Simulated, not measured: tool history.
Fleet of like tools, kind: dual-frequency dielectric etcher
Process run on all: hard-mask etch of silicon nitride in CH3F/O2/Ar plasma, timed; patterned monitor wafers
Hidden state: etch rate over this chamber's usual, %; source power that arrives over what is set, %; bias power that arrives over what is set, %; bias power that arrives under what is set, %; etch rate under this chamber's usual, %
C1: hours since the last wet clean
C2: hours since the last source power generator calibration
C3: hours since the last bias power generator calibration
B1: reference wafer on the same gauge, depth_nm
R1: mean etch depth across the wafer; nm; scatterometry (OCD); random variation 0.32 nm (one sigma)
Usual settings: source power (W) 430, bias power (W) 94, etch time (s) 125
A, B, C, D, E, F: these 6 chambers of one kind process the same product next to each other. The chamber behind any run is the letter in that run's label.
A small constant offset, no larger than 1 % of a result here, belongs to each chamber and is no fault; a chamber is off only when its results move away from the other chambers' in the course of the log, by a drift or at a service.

run 1A hour=9 | source_power_(W)=430 bias_power_(W)=94 etch_time_(s)=125 | C1=428 C2=2460.8 C3=800.7 | B1=80.415 | R1=99.18
run 2D hour=14.9 | source_power_(W)=430 bias_power_(W)=94 etch_time_(s)=125 | C1=95.3 C2=3755.9 C3=1137.9 | B1=80.371 | R1=98.45
-- hour=17 chamber B: wet clean of the chamber
run 3F hour=21.4 | source_power_(W)=430 bias_power_(W)=94 etch_time_(s)=125 | C1=482.2 C2=1946.3 C3=598.8 | B1=80.443 | R1=99.059
run 4C hour=34.7 | source_power_(W)=430 bias_power_(W)=94 etch_time_(s)=125 | C1=419.9 C2=1053.9 C3=581.1 | B1=80.354 | R1=98.614
run 5B hour=44.9 | source_power_(W)=430 bias_power_(W)=94 etch_time_(s)=125 | C1=27.9 C2=1309.4 C3=1386.2 | B1=80.393 | R1=98.007
run 6E hour=53 | source_power_(W)=430 bias_power_(W)=94 etch_time_(s)=125 | C1=348 C2=1999.8 C3=2333.5 | B1=80.422 | R1=99.798
run 7C hour=66.5 | source_power_(W)=430 bias_power_(W)=94 etch_time_(s)=125 | C1=451.7 C2=1085.7 C3=612.9 | B1=80.469 | R1=99.065
run 8D hour=75.4 | source_power_(W)=530 bias_power_(W)=94 etch_time_(s)=97 | C1=155.8 C2=3816.4 C3=1198.4 | B1=80.423 | R1=82.636
run 9A hour=85.1 | source_power_(W)=530 bias_power_(W)=94 etch_time_(s)=97 | C1=504.1 C2=2536.9 C3=876.8 | B1=80.368 | R1=82.957
run 10B hour=98.4 | source_power_(W)=530 bias_power_(W)=94 etch_time_(s)=97 | C1=81.4 C2=1362.9 C3=1439.7 | B1=80.427 | R1=82.475
-- hour=102.7 chamber A: wet clean of the chamber
run 11E hour=105.9 | source_power_(W)=530 bias_power_(W)=94 etch_time_(s)=97 | C1=400.9 C2=2052.7 C3=2386.4 | B1=80.384 | R1=83.936
-- hour=114.3 chamber F: wet clean of the chamber
run 12F hour=116.2 | source_power_(W)=530 bias_power_(W)=94 etch_time_(s)=97 | C1=2 C2=2041.1 C3=693.6 | B1=80.382 | R1=82.929
run 13C hour=128.1 | source_power_(W)=530 bias_power_(W)=94 etch_time_(s)=97 | C1=513.3 C2=1147.3 C3=674.5 | B1=80.446 | R1=82.864
run 14A hour=141.7 | source_power_(W)=430 bias_power_(W)=94 etch_time_(s)=125 | C1=39.1 C2=2593.5 C3=933.4 | B1=80.424 | R1=99.054
run 15D hour=149.1 | source_power_(W)=430 bias_power_(W)=106 etch_time_(s)=155.5 | C1=229.5 C2=3890.1 C3=1272.1 | B1=80.433 | R1=127.5
-- hour=153.8 chamber E: bias power generator calibrated
run 16B hour=156.2 | source_power_(W)=430 bias_power_(W)=106 etch_time_(s)=155.5 | C1=139.2 C2=1420.7 C3=1497.5 | B1=80.432 | R1=127.27
run 17F hour=169.5 | source_power_(W)=430 bias_power_(W)=106 etch_time_(s)=155.5 | C1=55.3 C2=2094.4 C3=746.9 | B1=80.463 | R1=128.4
run 18E hour=178.9 | source_power_(W)=430 bias_power_(W)=106 etch_time_(s)=155.5 | C1=473.9 C2=2125.7 C3=25.1 | B1=80.429 | R1=129.72
run 19A hour=192.3 | source_power_(W)=430 bias_power_(W)=106 etch_time_(s)=155.5 | C1=89.7 C2=2644.1 C3=984 | B1=80.421 | R1=127.65
-- hour=197.3 chamber C: wet clean of the chamber
-- hour=199.3 chamber E: wet clean of the chamber
run 20C hour=202.9 | source_power_(W)=430 bias_power_(W)=106 etch_time_(s)=155.5 | C1=5.7 C2=1222.1 C3=749.3 | B1=80.429 | R1=128.84
run 21D hour=216.1 | source_power_(W)=430 bias_power_(W)=94 etch_time_(s)=125 | C1=296.5 C2=3957.1 C3=1339.1 | B1=80.372 | R1=98.472
run 22E hour=229.1 | source_power_(W)=340 bias_power_(W)=94 etch_time_(s)=125 | C1=29.9 C2=2175.9 C3=75.3 | B1=80.374 | R1=91.437
run 23B hour=239.1 | source_power_(W)=340 bias_power_(W)=94 etch_time_(s)=125 | C1=222.1 C2=1503.6 C3=1580.4 | B1=80.396 | R1=89.719
run 24F hour=247.6 | source_power_(W)=340 bias_power_(W)=94 etch_time_(s)=125 | C1=133.4 C2=2172.5 C3=825 | B1=80.437 | R1=90.559
-- hour=259.9 chamber D: wet clean of the chamber
run 25A hour=260.4 | source_power_(W)=340 bias_power_(W)=94 etch_time_(s)=125 | C1=157.8 C2=2712.2 C3=1052.1 | B1=80.341 | R1=90.408
-- hour=268.9 chamber F: source power generator calibrated
run 26B hour=271.1 | source_power_(W)=340 bias_power_(W)=94 etch_time_(s)=125 | C1=254.1 C2=1535.6 C3=1612.4 | B1=80.402 | R1=89.889
run 27E hour=280.9 | source_power_(W)=340 bias_power_(W)=94 etch_time_(s)=125 | C1=81.7 C2=2227.7 C3=127.1 | B1=80.426 | R1=91.566
run 28F hour=291.8 | source_power_(W)=430 bias_power_(W)=94 etch_time_(s)=125 | C1=177.6 C2=23 C3=869.2 | B1=80.415 | R1=98.294
run 29C hour=301.8 | source_power_(W)=430 bias_power_(W)=94 etch_time_(s)=125 | C1=104.6 C2=1321 C3=848.2 | B1=80.367 | R1=98.677
run 30D hour=311.6 | source_power_(W)=430 bias_power_(W)=94 etch_time_(s)=125 | C1=51.7 C2=4052.6 C3=1434.6 | B1=80.375 | R1=98.07
run 31E hour=324.3 | source_power_(W)=430 bias_power_(W)=94 etch_time_(s)=125 | C1=125.1 C2=2271.1 C3=170.5 | B1=80.474 | R1=100.19
run 32F hour=331 | source_power_(W)=430 bias_power_(W)=94 etch_time_(s)=125 | C1=216.8 C2=62.2 C3=908.4 | B1=80.431 | R1=98.511
run 33B hour=343.7 | source_power_(W)=430 bias_power_(W)=94 etch_time_(s)=125 | C1=326.7 C2=1608.2 C3=1685 | B1=80.362 | R1=98.009
run 34D hour=351 | source_power_(W)=430 bias_power_(W)=94 etch_time_(s)=125 | C1=91.1 C2=4092 C3=1474 | B1=80.429 | R1=98.187
run 35A hour=358.8 | source_power_(W)=430 bias_power_(W)=94 etch_time_(s)=125 | C1=256.2 C2=2810.6 C3=1150.5 | B1=80.38 | R1=98.872
run 36C hour=364.9 | source_power_(W)=430 bias_power_(W)=94 etch_time_(s)=125 | C1=167.7 C2=1384.1 C3=911.3 | B1=80.433 | R1=98.836
run 37F hour=372.1 | source_power_(W)=430 bias_power_(W)=94 etch_time_(s)=125 | C1=257.9 C2=103.3 C3=949.5 | B1=80.435 | R1=98.922
run 38E hour=383.9 | source_power_(W)=430 bias_power_(W)=94 etch_time_(s)=125 | C1=184.7 C2=2330.7 C3=230.1 | B1=80.323 | R1=99.616
run 39D hour=393.5 | source_power_(W)=430 bias_power_(W)=94 etch_time_(s)=125 | C1=133.6 C2=4134.5 C3=1516.5 | B1=80.396 | R1=98.337
run 40B hour=402.1 | source_power_(W)=430 bias_power_(W)=94 etch_time_(s)=125 | C1=385.1 C2=1666.6 C3=1743.4 | B1=80.459 | R1=97.919

Each of the 6 chambers runs these same settings next. Fill in every chamber's results:
run 41A hour=411.9 | source_power_(W)=430 bias_power_(W)=94 etch_time_(s)=125 | R1=?
run 41B hour=411.9 | source_power_(W)=430 bias_power_(W)=94 etch_time_(s)=125 | R1=?
run 41C hour=411.9 | source_power_(W)=430 bias_power_(W)=94 etch_time_(s)=125 | R1=?
run 41D hour=411.9 | source_power_(W)=430 bias_power_(W)=94 etch_time_(s)=125 | R1=?
run 41E hour=411.9 | source_power_(W)=430 bias_power_(W)=94 etch_time_(s)=125 | R1=?
run 41F hour=411.9 | source_power_(W)=430 bias_power_(W)=94 etch_time_(s)=125 | R1=?

run=41A R1=99.098
run=41B R1=97.769
run=41C R1=98.833
run=41D R1=98.853
run=41E R1=99.334
run=41F R1=98.675
